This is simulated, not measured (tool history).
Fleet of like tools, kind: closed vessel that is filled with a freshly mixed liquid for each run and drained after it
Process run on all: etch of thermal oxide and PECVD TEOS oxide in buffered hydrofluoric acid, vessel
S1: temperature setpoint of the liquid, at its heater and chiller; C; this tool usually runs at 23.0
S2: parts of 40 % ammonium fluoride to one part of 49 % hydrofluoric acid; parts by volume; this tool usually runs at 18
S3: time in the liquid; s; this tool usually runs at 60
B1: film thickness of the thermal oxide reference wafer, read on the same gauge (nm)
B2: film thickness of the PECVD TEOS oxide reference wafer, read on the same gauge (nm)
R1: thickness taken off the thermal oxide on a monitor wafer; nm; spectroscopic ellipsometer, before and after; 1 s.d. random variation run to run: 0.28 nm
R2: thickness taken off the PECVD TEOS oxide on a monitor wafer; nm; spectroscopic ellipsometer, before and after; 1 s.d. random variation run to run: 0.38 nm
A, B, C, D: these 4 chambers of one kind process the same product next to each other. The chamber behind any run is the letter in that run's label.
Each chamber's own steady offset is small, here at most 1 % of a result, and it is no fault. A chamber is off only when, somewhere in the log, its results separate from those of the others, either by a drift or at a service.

Run 1D, hour 8.5: usual settings; B1 150.00; B2 30.024. Result: R1 35.582 nm, R2 39.143 nm.
Run 2A, hour 21.6: usual settings; B1 150.00; B2 30.006. Result: R1 35.462 nm, R2 39.658 nm.
Run 3B, hour 27.8: usual settings; B1 150.00; B2 30.023. Result: R1 35.674 nm, R2 39.564 nm.
Run 4C, hour 41.7: usual settings; B1 149.98; B2 30.029. Result: R1 35.597 nm, R2 39.888 nm.
Run 5B, hour 51.3: usual settings but S1 19.5 C; B1 150.02; B2 30.023. Result: R1 29.681 nm, R2 32.641 nm.
Run 6C, hour 63.8: usual settings but S1 19.5 C; B1 150.06; B2 29.965. Result: R1 29.301 nm, R2 32.189 nm.
Run 7A, hour 72.1: usual settings but S1 19.5 C; B1 150.00; B2 29.992. Result: R1 29.104 nm, R2 32.245 nm.
Run 8D, hour 84.6: usual settings but S1 19.5 C; B1 149.99; B2 30.015. Result: R1 29.210 nm, R2 32.893 nm.
Run 9C, hour 90.9: usual settings but S2 22 parts by volume; B1 149.97; B2 29.998. Result: R1 30.341 nm, R2 33.173 nm.
Run 10B, hour 100.6: usual settings but S2 22 parts by volume; B1 149.99; B2 29.998. Result: R1 30.096 nm, R2 33.126 nm.
Run 11A, hour 111.6: usual settings but S2 22 parts by volume; B1 149.99; B2 30.046. Result: R1 30.037 nm, R2 33.225 nm.
Run 12D, hour 126.1: usual settings but S2 22 parts by volume; B1 149.99; B2 30.017. Result: R1 30.199 nm, R2 33.565 nm.
Run 13A, hour 140.3: usual settings; B1 150.00; B2 30.035. Result: R1 35.626 nm, R2 39.842 nm.
Run 14D, hour 149.5: usual settings but S3 95 s; B1 150.04; B2 29.989. Result: R1 56.287 nm, R2 62.591 nm.
Run 15C, hour 157.6: usual settings but S3 95 s; B1 149.97; B2 29.969. Result: R1 56.985 nm, R2 63.440 nm.
Run 16B, hour 170.7: usual settings but S3 95 s; B1 150.00; B2 29.961. Result: R1 55.621 nm, R2 63.405 nm.
Run 17B, hour 183.6: usual settings but S3 95 s; B1 149.98; B2 30.012. Result: R1 56.693 nm, R2 63.173 nm.
Run 18D, hour 195.3: usual settings; B1 149.97; B2 30.021. Result: R1 35.332 nm, R2 39.544 nm.
Run 19C, hour 206.0: usual settings; B1 150.00; B2 30.031. Result: R1 35.229 nm, R2 39.653 nm.
Run 20A, hour 219.1: usual settings; B1 149.99; B2 29.968. Result: R1 35.480 nm, R2 40.118 nm.
Run 21C, hour 225.6: usual settings; B1 150.03; B2 29.981. Result: R1 35.900 nm, R2 39.431 nm.
Run 22D, hour 232.3: usual settings; B1 150.05; B2 30.008. Result: R1 35.625 nm, R2 39.343 nm.
Run 23B, hour 241.4: usual settings; B1 149.98; B2 29.999. Result: R1 35.393 nm, R2 39.962 nm.
Run 24A, hour 252.3: usual settings but S3 80 s; B1 149.99; B2 30.037. Result: R1 47.189 nm, R2 52.496 nm.
At hour 260.9: chamber B: hydrofluoric acid flow meter replaced.
Run 25B, hour 265.4: usual settings but S3 80 s; B1 150.00; B2 30.022. Result: R1 47.222 nm, R2 52.878 nm.
Run 26D, hour 276.1: usual settings but S3 80 s; B1 150.01; B2 29.993. Result: R1 47.509 nm, R2 53.178 nm.
Run 27A, hour 286.7: usual settings but S3 80 s; B1 150.00; B2 30.017. Result: R1 47.351 nm, R2 52.007 nm.

Is one chamber out of step, is the gauge drifting, or do the chambers differ by no more than their own small offsets? For an off chamber, give its letter and the likeliest cause.

Beyond each chamber's small constant offset nothing stands out, and the gauge stays steady.

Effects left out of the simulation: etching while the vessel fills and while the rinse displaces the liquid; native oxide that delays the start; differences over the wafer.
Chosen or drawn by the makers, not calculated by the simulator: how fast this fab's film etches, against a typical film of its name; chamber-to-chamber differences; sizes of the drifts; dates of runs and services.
